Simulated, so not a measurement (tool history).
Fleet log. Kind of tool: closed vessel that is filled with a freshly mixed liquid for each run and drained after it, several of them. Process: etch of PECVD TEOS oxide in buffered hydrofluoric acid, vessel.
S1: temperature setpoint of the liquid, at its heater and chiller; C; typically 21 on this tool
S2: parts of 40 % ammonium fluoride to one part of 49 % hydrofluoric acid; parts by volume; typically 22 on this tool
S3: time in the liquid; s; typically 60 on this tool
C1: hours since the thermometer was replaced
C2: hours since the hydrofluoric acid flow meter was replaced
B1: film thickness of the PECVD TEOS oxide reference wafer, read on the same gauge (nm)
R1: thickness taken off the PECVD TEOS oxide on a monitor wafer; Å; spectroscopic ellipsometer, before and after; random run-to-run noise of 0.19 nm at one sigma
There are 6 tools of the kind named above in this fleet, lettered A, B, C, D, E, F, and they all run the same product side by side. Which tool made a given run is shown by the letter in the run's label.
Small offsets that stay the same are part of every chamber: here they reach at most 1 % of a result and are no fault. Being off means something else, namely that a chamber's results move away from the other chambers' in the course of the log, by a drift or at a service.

{"run": "1F", "day": 0.529, "S1": 21, "S2": 22, "S3": 60, "C1": 109.3, "C2": 890.4, "B1": 149.99, "R1": 299.86}
{"run": "2B", "day": 0.904, "S1": 21, "S2": 22, "S3": 60, "C1": 1133, "C2": 739.8, "B1": 149.97, "R1": 301.45}
{"day": 1.329, "done": "chamber C: hydrofluoric acid flow meter replaced"}
{"run": "3D", "day": 1.479, "S1": 21, "S2": 22, "S3": 60, "C1": 618.1, "C2": 119.6, "B1": 149.97, "R1": 301.82}
{"run": "4C", "day": 1.9, "S1": 21, "S2": 22, "S3": 60, "C1": 1792, "C2": 13.8, "B1": 149.98, "R1": 297.31}
{"day": 2.342, "done": "chamber A: hydrofluoric acid flow meter replaced"}
{"run": "5A", "day": 2.433, "S1": 21, "S2": 22, "S3": 60, "C1": 184.6, "C2": 2.3, "B1": 149.93, "R1": 298.47}
{"run": "6E", "day": 2.733, "S1": 21, "S2": 22, "S3": 60, "C1": 108.4, "C2": 825.1, "B1": 150.03, "R1": 299.35}
{"day": 2.971, "done": "chamber B: thermometer replaced"}
{"run": "7D", "day": 3.233, "S1": 21, "S2": 22, "S3": 60, "C1": 660.2, "C2": 161.7, "B1": 150.03, "R1": 299.74}
{"run": "8A", "day": 3.621, "S1": 21, "S2": 22, "S3": 60, "C1": 213.1, "C2": 30.8, "B1": 150.02, "R1": 302.11}
{"run": "9F", "day": 3.967, "S1": 17.5, "S2": 26, "S3": 60, "C1": 191.8, "C2": 972.9, "B1": 150, "R1": 219.82}
{"run": "10E", "day": 4.362, "S1": 17.5, "S2": 26, "S3": 60, "C1": 147.5, "C2": 864.2, "B1": 149.99, "R1": 216.78}
{"run": "11B", "day": 4.746, "S1": 17.5, "S2": 26, "S3": 60, "C1": 42.6, "C2": 832, "B1": 150.03, "R1": 218.4}
{"day": 4.904, "done": "chamber B: hydrofluoric acid flow meter replaced"}
{"run": "12C", "day": 5.225, "S1": 17.5, "S2": 26, "S3": 60, "C1": 1871.8, "C2": 93.6, "B1": 149.99, "R1": 219.33}
{"run": "13A", "day": 5.533, "S1": 17.5, "S2": 26, "S3": 60, "C1": 259, "C2": 76.7, "B1": 150.04, "R1": 219.31}
{"run": "14C", "day": 5.929, "S1": 17.5, "S2": 26, "S3": 60, "C1": 1888.7, "C2": 110.5, "B1": 150.02, "R1": 216.48}
{"run": "15F", "day": 6.446, "S1": 19, "S2": 16, "S3": 60, "C1": 251.3, "C2": 1032.4, "B1": 149.98, "R1": 358.12}
{"run": "16D", "day": 6.85, "S1": 19, "S2": 16, "S3": 60, "C1": 747, "C2": 248.5, "B1": 150.04, "R1": 357.78}
{"run": "17B", "day": 7.288, "S1": 19, "S2": 16, "S3": 60, "C1": 103.6, "C2": 57.3, "B1": 150.02, "R1": 357.44}
{"run": "18E", "day": 7.708, "S1": 19, "S2": 16, "S3": 60, "C1": 227.8, "C2": 944.5, "B1": 150, "R1": 360.84}
{"run": "19B", "day": 8.221, "S1": 19, "S2": 16, "S3": 60, "C1": 126, "C2": 79.7, "B1": 149.98, "R1": 356.9}
{"run": "20C", "day": 8.558, "S1": 19, "S2": 16, "S3": 60, "C1": 1951.8, "C2": 173.6, "B1": 149.95, "R1": 359.48}
{"run": "21E", "day": 8.958, "S1": 23.5, "S2": 22, "S3": 45, "C1": 257.8, "C2": 974.5, "B1": 149.99, "R1": 259.74}
{"run": "22D", "day": 9.362, "S1": 23.5, "S2": 22, "S3": 45, "C1": 807.3, "C2": 308.8, "B1": 150.04, "R1": 263.16}
{"run": "23A", "day": 9.8, "S1": 23.5, "S2": 22, "S3": 45, "C1": 361.4, "C2": 179.1, "B1": 150.02, "R1": 263.41}
{"run": "24F", "day": 10.288, "S1": 23.5, "S2": 22, "S3": 45, "C1": 343.5, "C2": 1124.6, "B1": 150.02, "R1": 260.07}
{"run": "25D", "day": 10.608, "S1": 23.5, "S2": 22, "S3": 45, "C1": 837.2, "C2": 338.7, "B1": 149.97, "R1": 261.64}
{"run": "26E", "day": 11.008, "S1": 23.5, "S2": 22, "S3": 45, "C1": 307, "C2": 1023.7, "B1": 150.06, "R1": 255.47}
{"run": "27B", "day": 11.333, "S1": 21, "S2": 22, "S3": 60, "C1": 200.7, "C2": 154.4, "B1": 149.94, "R1": 300.34}
{"run": "28A", "day": 11.671, "S1": 21, "S2": 22, "S3": 60, "C1": 406.3, "C2": 224, "B1": 150.01, "R1": 301.57}
{"run": "29C", "day": 12.246, "S1": 21, "S2": 22, "S3": 60, "C1": 2040.3, "C2": 262.1, "B1": 150.01, "R1": 306.15}
{"run": "30F", "day": 12.733, "S1": 21, "S2": 22, "S3": 60, "C1": 402.2, "C2": 1183.3, "B1": 150, "R1": 302.35}
{"run": "31E", "day": 13.05, "S1": 21, "S2": 22, "S3": 60, "C1": 356, "C2": 1072.7, "B1": 149.99, "R1": 296.1}
{"run": "32C", "day": 13.396, "S1": 21, "S2": 22, "S3": 60, "C1": 2067.9, "C2": 289.7, "B1": 150.04, "R1": 308.14}
{"run": "33A", "day": 13.712, "S1": 21, "S2": 22, "S3": 60, "C1": 455.3, "C2": 273, "B1": 150.05, "R1": 301.85}
{"run": "34D", "day": 14.271, "S1": 21, "S2": 22, "S3": 60, "C1": 925.1, "C2": 426.6, "B1": 149.97, "R1": 301.94}
{"run": "35B", "day": 14.796, "S1": 21, "S2": 22, "S3": 60, "C1": 283.8, "C2": 237.5, "B1": 149.98, "R1": 298.65}
{"run": "36F", "day": 15.375, "S1": 21, "S2": 22, "S3": 85, "C1": 465.6, "C2": 1246.7, "B1": 149.96, "R1": 425.87}
{"run": "37F", "day": 15.662, "S1": 21, "S2": 22, "S3": 85, "C1": 472.5, "C2": 1253.6, "B1": 150, "R1": 425.56}
{"run": "38C", "day": 16.038, "S1": 21, "S2": 22, "S3": 85, "C1": 2131.3, "C2": 353.1, "B1": 150.01, "R1": 435.48}
{"run": "39E", "day": 16.629, "S1": 21, "S2": 22, "S3": 85, "C1": 441.9, "C2": 1158.6, "B1": 149.98, "R1": 423.19}
{"run": "40A", "day": 16.95, "S1": 21, "S2": 22, "S3": 85, "C1": 533, "C2": 350.7, "B1": 150.02, "R1": 426.11}
{"run": "41D", "day": 17.312, "S1": 21, "S2": 22, "S3": 85, "C1": 998.1, "C2": 499.6, "B1": 150, "R1": 423.68}

Read the log: is a single chamber off, either drifting away or since a service, is the gauge that measures every chamber drifting, or is nothing wrong beyond small per-chamber offsets? Name any odd chamber and what most likely caused it.

Chamber C drifts away from the others.
Cause: liquid hotter than its thermometer reads (K) = 0.684.
The log may not separate it from: hydrofluoric acid flow above the setpoint (%).

Here are 4 candidates for chamber C's next run, each the usual settings with a change, their results left as question marks. Which one brings its results back in line with what the others give on the usual settings?
In-line tolerance around the mean of the other chambers on the usual settings: R1 6.8 Å
{"run": "42C-1", "day": 17.762, "S1": 21, "S2": 21, "S3": 60, "R1": "?"}
{"run": "42C-2", "day": 17.762, "S1": 21, "S2": 22, "S3": 65, "R1": "?"}
{"run": "42C-3", "day": 17.762, "S1": 20.5, "S2": 23.5, "S3": 60, "R1": "?"}
{"run": "42C-4", "day": 17.762, "S1": 21, "S2": 23, "S3": 60, "R1": "?"}

Mean of the other chambers on the usual settings: R1 300.69 Å
run=42C-1 R1=320.37
run=42C-2 R1=336.16
run=42C-3 R1=288.41
run=42C-4 R1=300.97
42C-4 is the one that brings the chamber's results back in line with the other chambers.
